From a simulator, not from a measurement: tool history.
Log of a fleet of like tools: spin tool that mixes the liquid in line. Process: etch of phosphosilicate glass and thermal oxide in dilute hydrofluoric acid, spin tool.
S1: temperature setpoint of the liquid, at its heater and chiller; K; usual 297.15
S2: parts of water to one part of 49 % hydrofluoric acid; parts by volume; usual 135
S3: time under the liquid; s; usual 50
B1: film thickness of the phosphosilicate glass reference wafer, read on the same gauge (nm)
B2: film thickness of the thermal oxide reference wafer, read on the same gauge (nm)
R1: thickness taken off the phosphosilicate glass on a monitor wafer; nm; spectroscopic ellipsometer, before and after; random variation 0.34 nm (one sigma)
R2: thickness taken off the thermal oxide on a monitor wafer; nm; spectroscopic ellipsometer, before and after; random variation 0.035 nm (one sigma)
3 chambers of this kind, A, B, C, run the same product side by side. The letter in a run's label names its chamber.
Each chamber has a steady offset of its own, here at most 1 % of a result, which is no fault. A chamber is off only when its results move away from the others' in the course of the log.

Run 1C, hour 7.4: usual settings; B1 110.01; B2 109.98. Result: R1 51.591 nm, R2 1.6847 nm.
Run 2A, hour 13.9: usual settings; B1 110; B2 109.98. Result: R1 52.302 nm, R2 1.7412 nm.
Run 3B, hour 19.5: usual settings; B1 109.99; B2 110.01. Result: R1 51.777 nm, R2 1.771 nm.
Run 4B, hour 25.3: usual settings; B1 110.01; B2 109.98. Result: R1 52.076 nm, R2 1.72 nm.
Run 5A, hour 30.4: usual settings but S1 301.15 K, S2 155 parts by volume; B1 109.97; B2 109.97. Result: R1 51.439 nm, R2 1.6802 nm.
Run 6C, hour 36.1: usual settings but S1 301.15 K, S2 155 parts by volume; B1 110.01; B2 109.97. Result: R1 50.489 nm, R2 1.6878 nm.
Run 7C, hour 42.9: usual settings but S1 301.15 K, S2 155 parts by volume; B1 110; B2 109.99. Result: R1 50.913 nm, R2 1.6863 nm.
Run 8A, hour 53: usual settings but S1 295.65 K, S3 20 s; B1 110.02; B2 109.99. Result: R1 19.473 nm, R2 0.6813 nm.
Run 9B, hour 58.4: usual settings but S1 295.65 K, S3 20 s; B1 110.01; B2 110.03. Result: R1 19.761 nm, R2 0.65086 nm.
Run 10A, hour 68.8: usual settings but S1 295.65 K, S3 20 s; B1 110.01; B2 110.02. Result: R1 19.628 nm, R2 0.62921 nm.
Run 11B, hour 76.8: usual settings; B1 109.98; B2 110.01. Result: R1 52.056 nm, R2 1.6381 nm.
Run 12C, hour 82: usual settings; B1 110; B2 109.99. Result: R1 52.519 nm, R2 1.7012 nm.
Run 13C, hour 89.8: usual settings but S2 85 parts by volume; B1 109.97; B2 110. Result: R1 87.141 nm, R2 2.8752 nm.
Run 14B, hour 97.1: usual settings but S2 85 parts by volume; B1 110.01; B2 110. Result: R1 89 nm, R2 2.9814 nm.
Run 15A, hour 105.1: usual settings but S2 85 parts by volume; B1 109.98; B2 109.97. Result: R1 87.183 nm, R2 2.895 nm.
Run 16B, hour 113: usual settings; B1 110.03; B2 110. Result: R1 52.08 nm, R2 1.7256 nm.
Run 17A, hour 121.2: usual settings; B1 110.01; B2 109.98. Result: R1 51.448 nm, R2 1.7185 nm.
Run 18C, hour 128.4: usual settings; B1 110.02; B2 109.99. Result: R1 51.503 nm, R2 1.7158 nm.
Run 19A, hour 134.9: usual settings; B1 110.01; B2 110. Result: R1 51.469 nm, R2 1.6996 nm.
Run 20C, hour 144.9: usual settings; B1 110.02; B2 109.96. Result: R1 51.648 nm, R2 1.6481 nm.
Run 21B, hour 152.6: usual settings; B1 110.02; B2 110.01. Result: R1 52.249 nm, R2 1.7155 nm.
Run 22B, hour 158.7: usual settings; B1 110; B2 109.96. Result: R1 52.193 nm, R2 1.684 nm.
Run 23A, hour 165: usual settings but S1 301.15 K, S3 70 s; B1 109.99; B2 109.97. Result: R1 84.395 nm, R2 2.8462 nm.
Run 24C, hour 175.6: usual settings but S1 301.15 K, S3 70 s; B1 110; B2 109.98. Result: R1 84.202 nm, R2 2.8162 nm.
Run 25B, hour 181.6: usual settings but S1 301.15 K, S3 70 s; B1 110; B2 109.98. Result: R1 83.599 nm, R2 2.7626 nm.
Run 26A, hour 190.2: usual settings; B1 110.02; B2 109.97. Result: R1 51.962 nm, R2 1.7444 nm.
Run 27C, hour 195.9: usual settings but S1 301.65 K, S3 70 s; B1 110.01; B2 110.01. Result: R1 86.221 nm, R2 2.8161 nm.
Run 28A, hour 206.2: usual settings but S1 301.65 K, S3 70 s; B1 110.01; B2 110.02. Result: R1 85.547 nm, R2 2.8501 nm.
At hour 209.7: chamber B: thermometer replaced.
Run 29C, hour 217.4: usual settings but S1 301.65 K, S3 70 s; B1 110; B2 109.97. Result: R1 85.853 nm, R2 2.8516 nm.
Run 30B, hour 227.1: usual settings; B1 109.98; B2 109.96. Result: R1 52.17 nm, R2 1.7249 nm.
Run 31B, hour 232.2: usual settings; B1 110.02; B2 109.97. Result: R1 51.848 nm, R2 1.7502 nm.
Run 32A, hour 239.5: usual settings; B1 109.98; B2 110. Result: R1 51.801 nm, R2 1.7925 nm.

What goes on in this fleet: one chamber off, a drifting gauge, or nothing beyond the chambers' own small offsets? Name the chamber and the cause, if any.

No chamber stands off beyond its own small offset, and the gauge holds steady.
